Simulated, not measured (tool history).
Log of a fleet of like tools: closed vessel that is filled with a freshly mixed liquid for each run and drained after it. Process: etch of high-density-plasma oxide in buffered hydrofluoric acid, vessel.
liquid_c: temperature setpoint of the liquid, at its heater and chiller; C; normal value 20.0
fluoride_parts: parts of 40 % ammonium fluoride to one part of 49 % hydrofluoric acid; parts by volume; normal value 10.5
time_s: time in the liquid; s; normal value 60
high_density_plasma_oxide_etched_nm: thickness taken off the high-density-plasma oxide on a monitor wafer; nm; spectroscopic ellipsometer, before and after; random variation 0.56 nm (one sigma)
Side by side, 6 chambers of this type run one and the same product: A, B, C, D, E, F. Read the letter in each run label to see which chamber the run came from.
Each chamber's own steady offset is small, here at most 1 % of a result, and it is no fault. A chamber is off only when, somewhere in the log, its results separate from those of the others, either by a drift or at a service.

| run | day | liquid_c | fluoride_parts | time_s | read-back film thickness of the high-density-plasma oxide reference wafer, read on the same gauge (nm) | high_density_plasma_oxide_etched_nm |
|---|---|---|---|---|---|---|
| 1F | 0.254 | 20.0 | 10.5 | 60 | 150.00 | 57.339 |
| 2A | 0.508 | 20.0 | 10.5 | 60 | 149.98 | 57.532 |
| 3D | 0.733 | 20.0 | 10.5 | 60 | 150.03 | 55.951 |
| 4C | 1.004 | 20.0 | 10.5 | 60 | 150.02 | 58.041 |
|  | 1.404 | chamber D: thermometer replaced |
| 5B | 1.404 | 20.0 | 10.5 | 60 | 149.98 | 56.576 |
| 6E | 1.600 | 20.0 | 10.5 | 60 | 149.99 | 57.215 |
| 7C | 1.908 | 20.0 | 10.5 | 60 | 149.99 | 57.505 |
| 8D | 2.108 | 20.0 | 10.5 | 60 | 150.01 | 56.372 |
| 9E | 2.371 | 20.0 | 10.5 | 60 | 149.96 | 57.428 |
| 10F | 2.712 | 20.0 | 10.5 | 60 | 150.05 | 57.368 |
| 11B | 2.975 | 20.0 | 10.5 | 60 | 150.06 | 57.680 |
|  | 3.158 | chamber E: thermometer replaced |
| 12A | 3.179 | 20.0 | 10.5 | 60 | 150.02 | 57.314 |
| 13B | 3.375 | 20.0 | 10.5 | 60 | 149.97 | 56.869 |
| 14C | 3.746 | 20.0 | 10.5 | 60 | 150.02 | 56.234 |
| 15A | 3.958 | 20.0 | 10.5 | 40 | 150.03 | 38.005 |
| 16D | 4.146 | 20.0 | 10.5 | 40 | 149.97 | 37.969 |
| 17E | 4.350 | 20.0 | 10.5 | 40 | 150.06 | 37.965 |
| 18F | 4.688 | 20.0 | 10.5 | 40 | 150.05 | 38.093 |
| 19B | 4.962 | 20.0 | 10.5 | 40 | 149.99 | 38.168 |
| 20A | 5.188 | 20.0 | 10.5 | 40 | 150.02 | 37.947 |
| 21E | 5.388 | 20.0 | 10.5 | 60 | 149.97 | 56.159 |
| 22C | 5.654 | 20.0 | 10.5 | 60 | 150.07 | 56.173 |
| 23D | 5.938 | 20.0 | 8.0 | 45 | 150.02 | 54.105 |
| 24F | 6.321 | 20.0 | 8.0 | 45 | 149.94 | 53.924 |
| 25B | 6.712 | 20.0 | 8.0 | 45 | 150.00 | 53.555 |
| 26F | 7.008 | 20.0 | 8.0 | 45 | 149.99 | 55.799 |
|  | 7.054 | chamber A: thermometer replaced |
|  | 7.275 | chamber D: hydrofluoric acid flow meter replaced |
| 27D | 7.371 | 20.0 | 8.0 | 45 | 149.98 | 54.543 |
| 28C | 7.604 | 20.0 | 8.0 | 45 | 150.01 | 54.412 |
| 29A | 7.808 | 20.0 | 10.5 | 60 | 150.05 | 57.477 |
| 30E | 8.117 | 20.0 | 10.5 | 60 | 150.03 | 56.952 |
| 31D | 8.442 | 20.0 | 9.0 | 90 | 149.99 | 97.073 |
| 32B | 8.792 | 20.0 | 9.0 | 90 | 149.97 | 96.257 |
| 33E | 9.150 | 20.0 | 9.0 | 90 | 149.99 | 94.649 |
| 34A | 9.396 | 20.0 | 9.0 | 90 | 150.00 | 96.650 |
| 35F | 9.579 | 20.0 | 9.0 | 90 | 149.98 | 95.066 |
| 36C | 9.817 | 20.0 | 9.0 | 90 | 149.99 | 96.194 |
| 37D | 10.021 | 20.0 | 10.5 | 60 | 149.99 | 56.684 |
| 38F | 10.200 | 20.0 | 10.5 | 60 | 150.04 | 57.328 |
| 39A | 10.446 | 20.0 | 10.5 | 60 | 149.99 | 58.489 |
| 40B | 10.667 | 20.0 | 10.5 | 60 | 150.00 | 57.134 |
| 41E | 11.025 | 20.0 | 10.5 | 60 | 149.94 | 56.480 |
| 42C | 11.229 | 23.5 | 13.5 | 60 | 150.03 | 53.920 |
| 43A | 11.450 | 23.5 | 13.5 | 60 | 149.97 | 54.201 |

Each of the 6 chambers runs these same settings next. Fill in every chamber's results:
| 44A | 11.738 | 20.0 | 10.5 | 60 |  | ? |
| 44B | 11.738 | 20.0 | 10.5 | 60 |  | ? |
| 44C | 11.738 | 20.0 | 10.5 | 60 |  | ? |
| 44D | 11.738 | 20.0 | 10.5 | 60 |  | ? |
| 44E | 11.738 | 20.0 | 10.5 | 60 |  | ? |
| 44F | 11.738 | 20.0 | 10.5 | 60 |  | ? |

| run | high_density_plasma_oxide_etched_nm |
|---|---|
| 44A | 57.206 |
| 44B | 56.891 |
| 44C | 56.092 |
| 44D | 56.908 |
| 44E | 56.493 |
| 44F | 55.950 |

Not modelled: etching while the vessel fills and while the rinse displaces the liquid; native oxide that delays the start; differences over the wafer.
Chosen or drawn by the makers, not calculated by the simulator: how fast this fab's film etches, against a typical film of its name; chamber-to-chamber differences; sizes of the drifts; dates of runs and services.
